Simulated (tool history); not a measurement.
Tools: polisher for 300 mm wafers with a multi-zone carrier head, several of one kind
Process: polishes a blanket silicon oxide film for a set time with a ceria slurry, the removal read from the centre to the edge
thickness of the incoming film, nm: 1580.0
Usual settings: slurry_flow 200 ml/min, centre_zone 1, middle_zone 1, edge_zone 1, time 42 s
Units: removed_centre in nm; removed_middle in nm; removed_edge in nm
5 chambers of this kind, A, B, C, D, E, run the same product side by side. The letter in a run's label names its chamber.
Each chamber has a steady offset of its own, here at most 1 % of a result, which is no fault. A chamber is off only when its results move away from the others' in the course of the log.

run,day,slurry_flow,centre_zone,middle_zone,edge_zone,time,wafers polished on this pad,hours since the slurry nozzle was cleaned,hours since the centre zone pressure was calibrated,hours since the edge zone pressure was calibrated,removed_centre,removed_middle,removed_edge
1B,0.279,200,1,1,1,42,495,78.5,472.9,807.7,177.03,176.58,175.83
2A,0.488,200,1,1,1,42,872,193.4,612.1,599.5,175.14,174.46,174.41
# day 0.588: chamber E: worn pad replaced by a new one
# day 0.588: chamber C: worn pad replaced by a new one
3E,0.775,200,1,1,1,42,70,426.4,584.6,267.9,176.73,174.68,175.79
# day 0.8: chamber A: worn pad replaced by a new one
4D,0.962,200,1,1,1,42,625,664.6,726,133.2,172.43,178.29,174.39
5C,1.208,200,1.06,0.94,1,42,229,188.8,350.5,171.7,184.68,162.77,177.33
6A,1.408,200,1.06,0.94,1,42,226,215.5,634.2,621.6,185.57,164.63,176.71
7C,1.642,200,1.06,0.94,1,42,389,199.2,360.9,182.1,188,163.24,178.84
8E,1.808,200,1.06,0.94,1,42,452,451.2,609.4,292.7,186.75,168.28,179.37
9D,1.983,200,1.06,0.94,1,42,1003,689.1,750.5,157.7,187.29,165.85,175.24
# day 1.988: chamber D: worn pad replaced by a new one
# day 2.125: chamber B: worn pad replaced by a new one
10B,2.267,200,1,1,0.91,42,52,126.2,520.6,855.4,176.09,174.17,168.28
11C,2.454,200,1,1,0.91,42,690,218.7,380.4,201.6,178.6,176.51,163.66
# day 2.546: chamber E: worn pad replaced by a new one
12D,2.671,200,1,1,0.91,42,252,705.6,767,174.2,175.55,177.81,167.96
13B,2.95,200,1,1,0.91,42,304,142.6,537,871.8,180.74,176.05,163.49
14E,3.088,200,1,1,0.91,42,201,481.9,640.1,323.4,170.19,177,169.37
# day 3.296: chamber A: worn pad replaced by a new one
15A,3.371,200,1,1,1,42,28,262.6,681.3,668.7,174.8,177.18,180.7
# day 3.604: chamber C: worn pad replaced by a new one
16B,3.638,200,1,1,1,42,558,159.1,553.5,888.3,179.4,171.48,171.95
17E,3.912,200,1,1,1,42,506,501.7,659.9,343.2,169.66,177.28,174.48
18D,4.05,200,1,1,1,42,762,738.7,800.1,207.3,177.08,176.88,174.74
19A,4.317,200,1,1,1,42,377,285.3,704,691.4,176.44,171.37,174.7
# day 4.517: chamber D: worn pad replaced by a new one
20C,4.542,200,1,1,1,42,347,268.8,430.5,251.7,173.01,177.45,175.55
# day 4.65: chamber E: worn pad replaced by a new one
# day 4.771: chamber B: worn pad replaced by a new one
21B,4.792,200,1,1,1,42,8,186.8,581.2,916,176.06,171.5,176.32
22D,4.929,200,1,1,1,42,153,759.8,821.2,228.4,175,177.76,175.16
23C,5.121,200,1,1,1,42,561,282.7,444.4,265.6,176.27,173.64,173.02
24A,5.375,200,1,1,1,42,768,310.7,729.4,716.8,175.22,173.19,176.8
25E,5.517,200,1,1,1,42,320,540.2,698.4,381.7,162.35,173.6,175.21
26B,5.771,200,1,1,1,42,370,210.3,604.7,939.5,175.62,176.56,173.85
27A,6.071,200,1,1,1,42,1025,327.4,746.1,733.5,174.44,170.64,173.59
28D,6.358,200,1,1,1,42,681,794.1,855.5,262.7,174.96,179.87,174.79
29C,6.55,200,1,1,1,42,1089,317,478.7,299.9,173.85,174.66,176.79
30E,6.688,200,1,1,1,42,753,568.3,726.5,409.8,158.38,177.79,173.95
31D,6.971,200,1,1,1,42,907,808.8,870.2,277.4,175.27,177.05,174.85

Is one chamber off against the others, does the gauge drift, or is nothing wrong? If a chamber is off, say which, and what the likeliest cause is.

Chamber E drifts away from the others.
Cause: centre zone's pressure below its setpoint, % = 11.9.

Here are 4 candidates for chamber E's next run, each the usual settings with a change, their results left as question marks. Which one brings its results back in line with what the others give on the usual settings?
In line means no further than this from the other chambers' mean on the usual settings: removed_centre 6.6 nm; removed_middle 7.9 nm; removed_edge 7.4 nm
32E-1,7.188,195,0.95,1.01,1.02,42,,,,,?,?,?
32E-2,7.188,210,1.1,0.98,0.96,43,,,,,?,?,?
32E-3,7.188,205,1.05,0.99,0.98,42,,,,,?,?,?
32E-4,7.188,195,0.9,1.02,1.04,42,,,,,?,?,?

The other chambers' mean on the usual settings: removed_centre 175.12 nm; removed_middle 174.87 nm; removed_edge 175.33 nm
run,removed_centre,removed_middle,removed_edge
32E-1,143.91,174.77,178.35
32E-2,174.91,175.75,178.33
32E-3,161.83,172.74,175.6
32E-4,135.6,176.41,180.19
32E-2 brings the chamber back in line.
